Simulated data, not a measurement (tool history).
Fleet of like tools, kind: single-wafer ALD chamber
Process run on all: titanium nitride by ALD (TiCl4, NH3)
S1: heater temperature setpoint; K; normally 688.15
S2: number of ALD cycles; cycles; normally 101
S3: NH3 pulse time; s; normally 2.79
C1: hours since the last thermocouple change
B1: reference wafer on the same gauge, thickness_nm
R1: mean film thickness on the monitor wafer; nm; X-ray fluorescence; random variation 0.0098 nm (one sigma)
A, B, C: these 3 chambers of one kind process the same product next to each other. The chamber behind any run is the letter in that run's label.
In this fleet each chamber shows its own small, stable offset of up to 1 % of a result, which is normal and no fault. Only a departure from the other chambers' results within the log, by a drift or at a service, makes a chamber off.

{"run": "1B", "hour": 2.9, "S1": 688.15, "S2": 101, "S3": 2.79, "C1": 1066.1, "B1": 2.0894, "R1": 2.2911}
{"run": "2C", "hour": 6.6, "S1": 688.15, "S2": 101, "S3": 2.79, "C1": 157.9, "B1": 2.0918, "R1": 2.2504}
{"run": "3A", "hour": 10.3, "S1": 688.15, "S2": 101, "S3": 2.79, "C1": 955.0, "B1": 2.0911, "R1": 2.2467}
{"run": "4A", "hour": 13.0, "S1": 688.15, "S2": 101, "S3": 2.79, "C1": 957.7, "B1": 2.0903, "R1": 2.2563}
{"run": "5C", "hour": 18.1, "S1": 688.15, "S2": 101, "S3": 2.79, "C1": 169.4, "B1": 2.0887, "R1": 2.2525}
{"run": "6B", "hour": 21.2, "S1": 688.15, "S2": 101, "S3": 2.79, "C1": 1084.4, "B1": 2.0887, "R1": 2.2769}
{"run": "7B", "hour": 23.8, "S1": 681.15, "S2": 101, "S3": 2.79, "C1": 1087.0, "B1": 2.0897, "R1": 2.2759}
{"run": "8A", "hour": 26.9, "S1": 681.15, "S2": 101, "S3": 2.79, "C1": 971.6, "B1": 2.0904, "R1": 2.2633}
{"run": "9C", "hour": 29.8, "S1": 681.15, "S2": 101, "S3": 2.79, "C1": 181.1, "B1": 2.0907, "R1": 2.2531}
{"run": "10C", "hour": 34.4, "S1": 678.15, "S2": 84, "S3": 2.79, "C1": 185.7, "B1": 2.0896, "R1": 1.8611}
{"run": "11A", "hour": 39.5, "S1": 678.15, "S2": 84, "S3": 2.79, "C1": 984.2, "B1": 2.0888, "R1": 1.8661}
{"run": "12B", "hour": 42.7, "S1": 678.15, "S2": 84, "S3": 2.79, "C1": 1105.9, "B1": 2.0902, "R1": 1.8826}
{"run": "13A", "hour": 47.7, "S1": 688.15, "S2": 101, "S3": 2.79, "C1": 992.4, "B1": 2.091, "R1": 2.2494}
{"run": "14C", "hour": 50.2, "S1": 688.15, "S2": 101, "S3": 2.79, "C1": 201.5, "B1": 2.0884, "R1": 2.2529}
{"run": "15B", "hour": 52.8, "S1": 688.15, "S2": 101, "S3": 2.79, "C1": 1116.0, "B1": 2.0925, "R1": 2.2741}
{"run": "16B", "hour": 58.3, "S1": 688.15, "S2": 101, "S3": 2.79, "C1": 1121.5, "B1": 2.0893, "R1": 2.2661}
{"run": "17A", "hour": 61.4, "S1": 688.15, "S2": 101, "S3": 2.79, "C1": 1006.1, "B1": 2.0878, "R1": 2.2556}
{"run": "18C", "hour": 66.7, "S1": 688.15, "S2": 116, "S3": 1.97, "C1": 218.0, "B1": 2.0911, "R1": 2.5605}
{"run": "19C", "hour": 71.8, "S1": 688.15, "S2": 116, "S3": 1.97, "C1": 223.1, "B1": 2.0916, "R1": 2.5546}
{"run": "20A", "hour": 75.1, "S1": 688.15, "S2": 116, "S3": 1.97, "C1": 1019.8, "B1": 2.0901, "R1": 2.5891}
{"run": "21B", "hour": 80.2, "S1": 688.15, "S2": 101, "S3": 2.79, "C1": 1143.4, "B1": 2.089, "R1": 2.2907}
{"run": "22A", "hour": 84.0, "S1": 688.15, "S2": 101, "S3": 2.79, "C1": 1028.7, "B1": 2.0923, "R1": 2.2558}
{"run": "23C", "hour": 87.5, "S1": 688.15, "S2": 101, "S3": 2.79, "C1": 238.8, "B1": 2.0907, "R1": 2.2494}
{"run": "24B", "hour": 92.9, "S1": 688.15, "S2": 101, "S3": 2.79, "C1": 1156.1, "B1": 2.0915, "R1": 2.2769}
{"run": "25A", "hour": 98.2, "S1": 688.15, "S2": 101, "S3": 3.7, "C1": 1042.9, "B1": 2.09, "R1": 2.2801}
{"run": "26C", "hour": 103.6, "S1": 688.15, "S2": 101, "S3": 3.7, "C1": 254.9, "B1": 2.0897, "R1": 2.2543}
{"run": "27B", "hour": 108.6, "S1": 688.15, "S2": 101, "S3": 3.7, "C1": 1171.8, "B1": 2.0896, "R1": 2.3017}
{"run": "28B", "hour": 112.0, "S1": 688.15, "S2": 101, "S3": 2.79, "C1": 1175.2, "B1": 2.0905, "R1": 2.2706}
{"run": "29C", "hour": 116.1, "S1": 688.15, "S2": 101, "S3": 2.79, "C1": 267.4, "B1": 2.0892, "R1": 2.2339}
{"run": "30A", "hour": 119.9, "S1": 688.15, "S2": 101, "S3": 2.79, "C1": 1064.6, "B1": 2.0903, "R1": 2.2671}
{"run": "31A", "hour": 125.5, "S1": 688.15, "S2": 101, "S3": 2.79, "C1": 1070.2, "B1": 2.0909, "R1": 2.2756}
{"run": "32C", "hour": 129.5, "S1": 688.15, "S2": 101, "S3": 2.79, "C1": 280.8, "B1": 2.0904, "R1": 2.246}
{"run": "33B", "hour": 133.3, "S1": 688.15, "S2": 101, "S3": 2.79, "C1": 1196.5, "B1": 2.0896, "R1": 2.2895}
{"run": "34C", "hour": 138.6, "S1": 688.15, "S2": 101, "S3": 2.79, "C1": 289.9, "B1": 2.0892, "R1": 2.2317}
{"run": "35A", "hour": 142.1, "S1": 688.15, "S2": 101, "S3": 2.79, "C1": 1086.8, "B1": 2.0915, "R1": 2.2663}
{"run": "36B", "hour": 144.9, "S1": 688.15, "S2": 101, "S3": 2.79, "C1": 1208.1, "B1": 2.0899, "R1": 2.2686}
{"run": "37C", "hour": 149.3, "S1": 688.15, "S2": 117, "S3": 3.15, "C1": 300.6, "B1": 2.0886, "R1": 2.5839}
{"run": "38B", "hour": 152.2, "S1": 688.15, "S2": 117, "S3": 3.15, "C1": 1215.4, "B1": 2.0898, "R1": 2.6416}
{"run": "39A", "hour": 154.7, "S1": 688.15, "S2": 117, "S3": 3.15, "C1": 1099.4, "B1": 2.0911, "R1": 2.6396}
{"run": "40C", "hour": 159.3, "S1": 688.15, "S2": 101, "S3": 2.79, "C1": 310.6, "B1": 2.092, "R1": 2.2533}

The same settings go to every chamber for the next run, one line per chamber below. Forecast the results for each:
{"run": "41A", "hour": 163.3, "S1": 688.15, "S2": 83, "S3": 2.79, "R1": "?"}
{"run": "41B", "hour": 163.3, "S1": 688.15, "S2": 83, "S3": 2.79, "R1": "?"}
{"run": "41C", "hour": 163.3, "S1": 688.15, "S2": 83, "S3": 2.79, "R1": "?"}

run=41A R1=1.8600
run=41B R1=1.8780
run=41C R1=1.8355
